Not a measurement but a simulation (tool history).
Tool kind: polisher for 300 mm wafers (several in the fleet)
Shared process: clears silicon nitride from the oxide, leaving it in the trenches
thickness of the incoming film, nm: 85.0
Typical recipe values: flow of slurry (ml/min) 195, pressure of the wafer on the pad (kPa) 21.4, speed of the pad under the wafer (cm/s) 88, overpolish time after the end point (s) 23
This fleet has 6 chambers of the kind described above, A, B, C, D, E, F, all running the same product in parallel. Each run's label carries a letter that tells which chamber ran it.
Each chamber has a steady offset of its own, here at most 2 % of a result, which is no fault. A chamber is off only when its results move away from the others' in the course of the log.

run,hour,flow of slurry (ml/min),pressure of the wafer on the pad (kPa),speed of the pad under the wafer (cm/s),overpolish time after the end point (s),time until the end point was called (s)
# hour 0.7: chamber D: worn pad replaced by a new one
1C,12.3,195,21.4,88,23,104.090
2D,25.2,195,21.4,88,23,104.990
# hour 27.8: chamber C: worn pad replaced by a new one
3A,38.2,195,21.4,88,23,101.920
# hour 43.5: chamber F: worn pad replaced by a new one
4B,50.6,195,21.4,88,23,104.960
# hour 53.4: chamber A: worn pad replaced by a new one
5F,62.3,135,21.4,88,23,110.230
# hour 67.7: chamber E: worn pad replaced by a new one
6E,70.5,135,21.4,88,23,111.580
7B,79.8,135,21.4,88,23,110.360
8D,89.0,135,21.4,88,23,111.410
9E,102.8,135,21.4,88,23,109.340
# hour 104.6: chamber D: worn pad replaced by a new one
10C,112.6,135,21.4,88,23,111.620
11A,122.3,195,21.4,88,23,105.430
# hour 125.6: chamber C: worn pad replaced by a new one
12F,129.7,195,21.4,88,23,106.650
# hour 136.2: chamber B: slurry nozzle cleaned
# hour 138.8: chamber F: worn pad replaced by a new one
# hour 139.4: chamber D: slurry nozzle cleaned
13D,140.8,195,21.4,88,23,102.330
# hour 150.3: chamber A: worn pad replaced by a new one
14A,151.2,195,21.4,88,23,103.820
# hour 164.1: chamber E: worn pad replaced by a new one
15E,165.8,195,21.4,88,23,105.690
16C,178.4,195,21.4,88,23,105.620
# hour 182.2: chamber A: slurry nozzle cleaned
17F,191.2,195,21.4,88,23,103.210
18B,207.0,195,21.4,88,23,107.980
19C,215.8,150,26.2,88,23,90.233
# hour 218.2: chamber D: worn pad replaced by a new one
20E,223.3,150,26.2,88,23,89.387
# hour 235.3: chamber F: worn pad replaced by a new one
21F,237.7,150,26.2,88,23,85.695
# hour 238.3: chamber C: worn pad replaced by a new one
22A,246.0,150,26.2,88,23,87.863
23B,257.2,150,26.2,88,23,91.554
# hour 259.2: chamber A: worn pad replaced by a new one
24D,271.7,150,26.2,88,23,87.834
# hour 275.1: chamber E: worn pad replaced by a new one
# hour 278.1: chamber E: slurry nozzle cleaned
25E,280.9,195,21.4,88,33,104.110
26F,292.7,195,21.4,88,33,104.150
# hour 300.8: chamber C: head pressure recalibrated
27B,306.3,195,21.4,88,33,110.860
28A,320.6,195,21.4,88,33,100.770
# hour 325.1: chamber D: worn pad replaced by a new one
# hour 328.5: chamber C: slurry nozzle cleaned
# hour 331.9: chamber F: worn pad replaced by a new one
29D,332.6,195,21.4,88,33,103.920
30C,348.5,195,21.4,88,33,106.530
# hour 352.5: chamber C: worn pad replaced by a new one
31A,359.1,195,21.4,88,23,104.820
# hour 364.6: chamber B: head pressure recalibrated
# hour 365.3: chamber D: head pressure recalibrated
# hour 366.2: chamber A: worn pad replaced by a new one
32C,366.5,195,21.4,88,23,105.670
33F,380.7,195,21.4,88,23,104.340
# hour 385.9: chamber E: worn pad replaced by a new one
# hour 387.8: chamber F: slurry nozzle cleaned
34B,392.7,195,21.4,88,23,113.760
35E,407.9,195,14.5,88,14,147.990
36D,416.9,195,14.5,88,14,153.730
37A,429.6,195,14.5,88,14,151.310
# hour 431.6: chamber F: worn pad replaced by a new one
# hour 432.8: chamber D: worn pad replaced by a new one
# hour 434.2: chamber B: slurry nozzle cleaned
# hour 435.6: chamber D: slurry nozzle cleaned
38F,440.3,195,14.5,88,14,151.650
# hour 442.7: chamber C: worn pad replaced by a new one
39D,451.2,195,14.5,88,14,151.470
40E,461.8,195,14.5,88,14,151.660
41C,474.8,195,21.4,88,23,106.570
42B,490.5,195,21.4,88,23,113.930
43C,500.2,195,21.4,88,23,106.860
44D,512.9,195,21.4,88,23,104.450

What goes on in this fleet: one chamber off, a drifting gauge, or nothing beyond the chambers' own small offsets? Name the chamber and the cause, if any.

It is chamber B that slowly wanders off from its peers.
Most likely cause: removal rate lost through wear of the pad, % = 8.07.

Below are 4 candidate recipes for chamber B's next run, each the usual settings with a change, their results shown as question marks. Which of them brings B's results back in line with what the other chambers give on the usual settings?
To be in line, a result may differ from the other chambers' mean on the usual settings by at most: time until the end point was called (s) 4.800
45B-1,524.7,195,19.3,88,23,?
45B-2,524.7,195,21.4,96,23,?
45B-3,524.7,195,17.9,88,23,?
45B-4,524.7,195,23.4,94,23,?

On the usual settings, the other chambers give on average: time until the end point was called (s) 104.490
run,time until the end point was called (s)
45B-1,126.490
45B-2,104.430
45B-3,136.390
45B-4,97.139
45B-2 puts the chamber back in line with the other chambers.
